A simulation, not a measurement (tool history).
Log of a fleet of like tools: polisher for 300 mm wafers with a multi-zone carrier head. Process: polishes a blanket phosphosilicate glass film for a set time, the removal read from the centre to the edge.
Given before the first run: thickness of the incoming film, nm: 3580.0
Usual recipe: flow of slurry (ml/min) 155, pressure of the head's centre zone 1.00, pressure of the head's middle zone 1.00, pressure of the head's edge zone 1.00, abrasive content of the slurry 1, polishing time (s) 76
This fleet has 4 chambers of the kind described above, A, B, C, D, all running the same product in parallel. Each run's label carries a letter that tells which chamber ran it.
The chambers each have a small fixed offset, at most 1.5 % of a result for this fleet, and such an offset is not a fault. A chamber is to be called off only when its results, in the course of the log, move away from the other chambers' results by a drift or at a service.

run,day,flow of slurry (ml/min),pressure of the head's centre zone,pressure of the head's middle zone,pressure of the head's edge zone,abrasive content of the slurry,polishing time (s),film removed at the wafer's centre (angstrom),film removed at mid-radius (angstrom),film removed at the wafer's edge (angstrom)
# day 0.054: chamber A: worn pad replaced by a new one
# day 0.158: chamber A: edge zone pressure recalibrated
# day 0.312: chamber B: centre zone pressure recalibrated
1A,0.500,155,1.00,1.00,1.00,1,76,5775.9,5782.1,5720.0
2D,0.996,155,1.00,1.00,1.00,1,76,5835.8,5760.6,5803.8
# day 1.525: chamber D: centre zone pressure recalibrated
3C,1.525,155,1.00,1.00,1.00,1,76,5851.8,5757.7,5805.1
4B,1.833,155,1.00,1.00,1.00,1,76,5700.2,5792.7,5749.9
5C,2.350,110,1.04,1.00,1.00,1,76,5629.3,5298.4,5530.5
# day 2.442: chamber C: worn pad replaced by a new one
6A,2.625,110,1.04,1.00,1.00,1,76,5477.1,5390.3,5401.5
# day 2.804: chamber D: slurry nozzle cleaned
# day 2.825: chamber B: worn pad replaced by a new one
7B,3.104,110,1.04,1.00,1.00,1,76,5481.5,5413.8,5433.6
# day 3.417: chamber D: worn pad replaced by a new one
8D,3.629,110,1.04,1.00,1.00,1,76,5520.7,5334.4,5533.4
# day 3.692: chamber A: worn pad replaced by a new one
9D,3.900,155,1.00,1.00,1.00,1,76,5730.7,5744.3,5823.7
10C,4.150,155,1.00,1.00,1.00,1,76,5844.2,5754.4,5813.5
11A,4.583,155,1.00,1.00,1.00,1,76,5670.8,5781.9,5699.6
12B,4.875,155,1.00,1.00,1.00,1,76,5737.7,5663.1,5681.8
13D,5.242,155,1.00,1.00,1.00,1,76,5794.0,5689.3,5779.4
14C,5.521,155,1.00,1.00,1.00,1,76,5864.4,5833.4,5901.1
# day 5.700: chamber C: worn pad replaced by a new one
15A,5.950,155,1.00,1.00,1.00,1,76,5625.8,5829.9,5634.3
16B,6.404,155,1.00,1.00,1.00,1,76,5694.3,5688.8,5718.0
# day 6.538: chamber B: worn pad replaced by a new one
# day 6.550: chamber B: slurry nozzle cleaned
17B,6.842,155,1.09,1.00,1.06,1,76,6278.7,5737.8,5818.5
# day 6.875: chamber C: slurry nozzle cleaned
# day 7.267: chamber D: worn pad replaced by a new one
18C,7.279,155,1.09,1.00,1.06,1,76,6403.5,5837.9,6067.0
# day 7.462: chamber A: worn pad replaced by a new one
19A,7.775,155,1.09,1.00,1.06,1,76,6235.2,5647.6,5875.1
20D,8.262,155,1.09,1.00,1.06,1,76,6280.0,5727.8,5957.0
21D,8.804,155,1.00,1.00,1.00,1,76,5714.3,5690.7,5797.5
# day 9.100: chamber C: worn pad replaced by a new one
22C,9.188,155,1.00,1.00,1.00,1,76,5834.1,5644.0,5897.6
23A,9.671,155,1.00,1.00,1.00,1,76,5546.8,5785.6,5697.3
24B,9.975,155,1.00,1.00,1.00,1,76,5785.8,5806.3,5690.9
# day 10.029: chamber B: worn pad replaced by a new one
25D,10.454,155,1.00,0.95,1.00,1,76,5764.7,5457.4,5815.1
# day 10.925: chamber A: worn pad replaced by a new one
26C,10.933,155,1.00,0.95,1.00,1,76,5839.4,5466.8,5825.6
27B,11.221,155,1.00,0.95,1.00,1,76,5762.3,5489.3,5707.0
# day 11.288: chamber A: slurry nozzle cleaned
# day 11.517: chamber B: edge zone pressure recalibrated
# day 11.517: chamber D: worn pad replaced by a new one
28A,11.733,155,1.00,0.95,1.00,1,76,5495.6,5402.2,5772.9
29A,12.004,155,1.00,1.00,1.00,1,76,5548.7,5800.1,5731.0
# day 12.417: chamber C: worn pad replaced by a new one
30B,12.542,115,1.00,1.05,1.00,1,76,5368.4,5661.7,5487.8
31D,12.796,115,1.00,1.05,1.00,1,76,5323.2,5516.6,5543.4
32C,13.233,115,1.00,1.05,1.00,1,76,5392.6,5597.5,5555.8
33D,13.508,115,1.00,1.05,1.00,1,76,5380.0,5645.1,5515.1
# day 13.788: chamber B: worn pad replaced by a new one
34B,13.875,155,1.00,0.94,1.00,1,76,5664.8,5325.8,5749.0
# day 13.904: chamber A: worn pad replaced by a new one
35C,14.125,155,1.00,0.94,1.00,1,76,5837.5,5477.6,5868.7
36A,14.446,155,1.00,0.94,1.00,1,76,5426.3,5410.2,5720.3
37B,14.746,155,1.00,0.94,1.00,1,76,5728.3,5434.9,5669.1
38A,15.300,155,0.92,0.92,1.00,1,76,4933.2,5281.3,5755.9
# day 15.488: chamber D: centre zone pressure recalibrated
# day 15.692: chamber C: worn pad replaced by a new one
39C,15.796,155,0.92,0.92,1.00,1,76,5294.9,5303.4,5787.1
40D,16.133,155,0.92,0.92,1.00,1,76,5239.4,5280.7,5863.2
41A,16.517,155,0.92,0.92,1.00,1,76,4868.6,5495.8,5713.9
42B,16.933,155,1.00,1.00,1.00,1,76,5769.7,5804.6,5726.7
43C,17.233,155,1.00,1.00,1.00,1,76,5872.8,5711.2,5880.8

One chamber off, gauge drift, or nothing amiss beyond the chambers' own small offsets? If it is a chamber, which one, and what is the likeliest cause?

Chamber A drifts away from the others.
Cause: centre zone's pressure below its setpoint, % = 6.92.

Chamber A could run next with any of the 4 candidate recipes listed below; each alters the usual settings, and their results appear as question marks. Which one brings its results back in line with what the other chambers deliver on the usual settings?
In line here means within this much of the mean the other chambers give on the usual settings: film removed at the wafer's centre (angstrom) 120.0; film removed at mid-radius (angstrom) 210.0; film removed at the wafer's edge (angstrom) 120.0
44A-1,17.633,160,1.10,0.96,0.98,1,78,?,?,?
44A-2,17.633,150,0.95,1.02,1.01,1,75,?,?,?
44A-3,17.633,160,1.05,0.98,0.99,1,77,?,?,?
44A-4,17.633,150,0.90,1.04,1.02,1,74,?,?,?

What the other chambers average on the usual settings: film removed at the wafer's centre (angstrom) 5770.5; film removed at mid-radius (angstrom) 5746.0; film removed at the wafer's edge (angstrom) 5774.1
run,film removed at the wafer's centre (angstrom),film removed at mid-radius (angstrom),film removed at the wafer's edge (angstrom)
44A-1,6147.6,5695.8,5834.3
44A-2,4952.5,5728.3,5644.9
44A-3,5764.2,5732.8,5788.5
44A-4,4597.4,5756.5,5597.1
The answer is 44A-3, which returns the chamber to within the allowed miss of the others.
